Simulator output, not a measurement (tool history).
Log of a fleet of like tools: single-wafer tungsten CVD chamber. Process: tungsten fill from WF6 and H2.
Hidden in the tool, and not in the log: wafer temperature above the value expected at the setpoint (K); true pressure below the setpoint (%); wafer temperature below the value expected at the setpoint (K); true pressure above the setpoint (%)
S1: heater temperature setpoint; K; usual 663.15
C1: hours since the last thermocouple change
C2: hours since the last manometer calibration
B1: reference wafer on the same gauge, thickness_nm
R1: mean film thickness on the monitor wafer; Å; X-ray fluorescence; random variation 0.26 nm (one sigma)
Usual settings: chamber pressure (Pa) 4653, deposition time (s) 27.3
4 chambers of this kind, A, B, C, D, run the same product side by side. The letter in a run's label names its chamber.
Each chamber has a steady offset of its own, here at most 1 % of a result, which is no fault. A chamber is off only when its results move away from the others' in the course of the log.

{"run": "1C", "hour": 11.6, "S1": 663.15, "chamber pressure (Pa)": 4653, "deposition time (s)": 27.3, "C1": 847.4, "C2": 1399.3, "B1": 61.349, "R1": 706.8}
{"run": "2B", "hour": 23.2, "S1": 663.15, "chamber pressure (Pa)": 4653, "deposition time (s)": 27.3, "C1": 1110.5, "C2": 1346.5, "B1": 61.325, "R1": 699.07}
{"run": "3D", "hour": 36.7, "S1": 663.15, "chamber pressure (Pa)": 4653, "deposition time (s)": 27.3, "C1": 1040.3, "C2": 1156.9, "B1": 61.271, "R1": 698.95}
{"run": "4A", "hour": 49.5, "S1": 663.15, "chamber pressure (Pa)": 4653, "deposition time (s)": 27.3, "C1": 1392.7, "C2": 291.7, "B1": 61.297, "R1": 707.57}
{"run": "5C", "hour": 60.9, "S1": 663.15, "chamber pressure (Pa)": 4653, "deposition time (s)": 27.3, "C1": 896.7, "C2": 1448.6, "B1": 61.324, "R1": 705.91}
{"run": "6A", "hour": 73.5, "S1": 663.15, "chamber pressure (Pa)": 4653, "deposition time (s)": 27.3, "C1": 1416.7, "C2": 315.7, "B1": 61.322, "R1": 706.07}
{"run": "7D", "hour": 87.1, "S1": 663.15, "chamber pressure (Pa)": 4653, "deposition time (s)": 27.3, "C1": 1090.7, "C2": 1207.3, "B1": 61.313, "R1": 698.58}
{"run": "8B", "hour": 97.0, "S1": 663.15, "chamber pressure (Pa)": 3813, "deposition time (s)": 31.2, "C1": 1184.3, "C2": 1420.3, "B1": 61.334, "R1": 734.46}
{"run": "9C", "hour": 108.2, "S1": 663.15, "chamber pressure (Pa)": 3813, "deposition time (s)": 31.2, "C1": 944.0, "C2": 1495.9, "B1": 61.268, "R1": 730.21}
{"run": "10D", "hour": 121.8, "S1": 663.15, "chamber pressure (Pa)": 3813, "deposition time (s)": 31.2, "C1": 1125.4, "C2": 1242.0, "B1": 61.274, "R1": 727.75}
{"run": "11B", "hour": 131.3, "S1": 663.15, "chamber pressure (Pa)": 3813, "deposition time (s)": 31.2, "C1": 1218.6, "C2": 1454.6, "B1": 61.33, "R1": 732.11}
{"run": "12A", "hour": 140.6, "S1": 656.15, "chamber pressure (Pa)": 4653, "deposition time (s)": 31.1, "C1": 1483.8, "C2": 382.8, "B1": 61.314, "R1": 700.89}
{"run": "13B", "hour": 151.9, "S1": 656.15, "chamber pressure (Pa)": 4653, "deposition time (s)": 31.1, "C1": 1239.2, "C2": 1475.2, "B1": 61.301, "R1": 704.06}
{"run": "14D", "hour": 163.0, "S1": 656.15, "chamber pressure (Pa)": 4653, "deposition time (s)": 31.1, "C1": 1166.6, "C2": 1283.2, "B1": 61.398, "R1": 697.75}
{"run": "15A", "hour": 177.4, "S1": 656.15, "chamber pressure (Pa)": 4653, "deposition time (s)": 31.1, "C1": 1520.6, "C2": 419.6, "B1": 61.286, "R1": 702.29}
{"run": "16C", "hour": 184.9, "S1": 663.15, "chamber pressure (Pa)": 4653, "deposition time (s)": 27.3, "C1": 1020.7, "C2": 1572.6, "B1": 61.315, "R1": 701.77}
{"run": "17A", "hour": 195.3, "S1": 663.15, "chamber pressure (Pa)": 4653, "deposition time (s)": 27.3, "C1": 1538.5, "C2": 437.5, "B1": 61.347, "R1": 706.93}
{"hour": 203.5, "done": "chamber C: thermocouple changed; heater temperature recalibrated"}
{"run": "18B", "hour": 209.7, "S1": 663.15, "chamber pressure (Pa)": 4653, "deposition time (s)": 27.3, "C1": 1297.0, "C2": 1533.0, "B1": 61.364, "R1": 704.08}
{"run": "19D", "hour": 219.9, "S1": 663.15, "chamber pressure (Pa)": 5426, "deposition time (s)": 25.7, "C1": 1223.5, "C2": 1340.1, "B1": 61.274, "R1": 710.96}
{"run": "20C", "hour": 234.4, "S1": 663.15, "chamber pressure (Pa)": 5426, "deposition time (s)": 25.7, "C1": 31.0, "C2": 1622.1, "B1": 61.275, "R1": 711.44}
{"run": "21C", "hour": 245.6, "S1": 663.15, "chamber pressure (Pa)": 5426, "deposition time (s)": 25.7, "C1": 42.2, "C2": 1633.3, "B1": 61.303, "R1": 708.33}
{"run": "22B", "hour": 255.0, "S1": 663.15, "chamber pressure (Pa)": 5426, "deposition time (s)": 25.7, "C1": 1342.3, "C2": 1578.3, "B1": 61.326, "R1": 711.3}
{"run": "23D", "hour": 267.4, "S1": 663.15, "chamber pressure (Pa)": 4653, "deposition time (s)": 27.3, "C1": 1271.0, "C2": 1387.6, "B1": 61.267, "R1": 700.23}
{"run": "24A", "hour": 281.9, "S1": 663.15, "chamber pressure (Pa)": 4653, "deposition time (s)": 27.3, "C1": 1625.1, "C2": 524.1, "B1": 61.377, "R1": 704.27}
{"run": "25A", "hour": 296.2, "S1": 663.15, "chamber pressure (Pa)": 4653, "deposition time (s)": 27.3, "C1": 1639.4, "C2": 538.4, "B1": 61.282, "R1": 706.85}
{"run": "26B", "hour": 306.3, "S1": 663.15, "chamber pressure (Pa)": 4653, "deposition time (s)": 27.3, "C1": 1393.6, "C2": 1629.6, "B1": 61.333, "R1": 705.63}
{"run": "27C", "hour": 316.3, "S1": 663.15, "chamber pressure (Pa)": 4653, "deposition time (s)": 27.3, "C1": 112.9, "C2": 1704.0, "B1": 61.303, "R1": 700.46}

What goes on in this fleet: one chamber off, a drifting gauge, or nothing beyond the chambers' own small offsets? Name the chamber and the cause, if any.

No chamber stands off beyond its own small offset, and the gauge holds steady.
